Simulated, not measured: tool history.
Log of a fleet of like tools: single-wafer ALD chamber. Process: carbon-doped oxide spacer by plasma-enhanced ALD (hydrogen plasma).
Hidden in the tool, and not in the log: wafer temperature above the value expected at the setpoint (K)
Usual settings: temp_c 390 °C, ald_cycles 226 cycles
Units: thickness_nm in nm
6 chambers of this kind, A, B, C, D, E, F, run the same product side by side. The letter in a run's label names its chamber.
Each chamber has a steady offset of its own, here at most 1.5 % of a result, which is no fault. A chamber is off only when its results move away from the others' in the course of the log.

run     day  temp_c  ald_cycles  hours since the last thermocouple change  read-back reference wafer on the same gauge, thickness_nm  thickness_nm
 1E   0.317     390         226                                     151.0                                                     10.998       11.1800
 2D   0.608     390         226                                     410.8                                                     10.999       11.2980
 3C   0.933     390         226                                    1558.6                                                     10.995       11.2600
 4B   1.250     390         226                                    1565.3                                                     10.993       11.2950
 5F   1.688     376         211                                     969.5                                                     10.991       10.6130
 6A   2.154     376         211                                     201.1                                                     10.991       10.5610
 7A   2.521     376         211                                     209.9                                                     10.984       10.5390
 8E   2.812     376         211                                     210.9                                                     10.983       10.4270
 9C   3.142     376         211                                    1611.6                                                     10.989       10.4970
10D   3.525     376         211                                     480.8                                                     10.983       10.5580
11F   3.804     390         226                                    1020.3                                                     10.982       11.3660
12B   4.075     390         226                                    1633.1                                                     10.983       11.2810
13E   4.442     390         226                                     250.0                                                     10.984       11.1640
14B   4.796     402         226                                    1650.4                                                     10.975       11.1630
15C   5.012     402         226                                    1656.5                                                     10.975       11.1870
16D   5.329     402         226                                     524.1                                                     10.970       11.2330
17F   5.629     402         226                                    1064.1                                                     10.974       11.2790
18A   5.879     402         226                                     290.5                                                     10.974       11.2050
19E   6.121     402         226                                     290.3                                                     10.974       11.0670
20F   6.538     390         226                                    1085.9                                                     10.971       11.3550
21D   7.008     390         226                                     564.4                                                     10.967       11.3240
22C   7.346     390         226                                    1712.5                                                     10.968       11.2430
23A   7.550     390         226                                     330.6                                                     10.962       11.2670
24B   7.929     390         226                                    1725.6                                                     10.961       11.2360
25E   8.250     390         226                                     341.4                                                     10.962       11.1080
26D   8.721     390         226                                     605.5                                                     10.961       11.3170
27C   9.075     390         226                                    1754.0                                                     10.955       11.1990
28A   9.438     390         226                                     375.9                                                     10.954       11.2840
29B   9.758     390         226                                    1769.5                                                     10.951       11.1830
30F  10.104     390         226                                    1171.5                                                     10.950       11.3010
31D  10.321     377         188                                     643.9                                                     10.948        9.3893
32F  10.533     377         188                                    1181.8                                                     10.951        9.4091
33A  10.950     377         188                                     412.2                                                     10.952        9.3694
34C  11.267     377         188                                    1806.6                                                     10.945        9.3463
35E  11.708     377         188                                     424.4                                                     10.939        9.2503
36B  12.154     377         188                                    1827.0                                                     10.947        9.3164
37E  12.479     390         226                                     442.9                                                     10.938       11.1140
38D  12.812     390         226                                     703.7                                                     10.941       11.2600
39B  13.196     390         226                                    1852.0                                                     10.935       11.2110
40F  13.500     390         226                                    1253.0                                                     10.940       11.2990

All 6 chambers run these settings next. Forecast each chamber's results:
41A  13.842     398         226                                                                                                                  ?
41B  13.842     398         226                                                                                                                  ?
41C  13.842     398         226                                                                                                                  ?
41D  13.842     398         226                                                                                                                  ?
41E  13.842     398         226                                                                                                                  ?
41F  13.842     398         226                                                                                                                  ?

run  thickness_nm
41A       11.2560
41B       11.2150
41C       11.1660
41D       11.2540
41E       11.1090
41F       11.2950
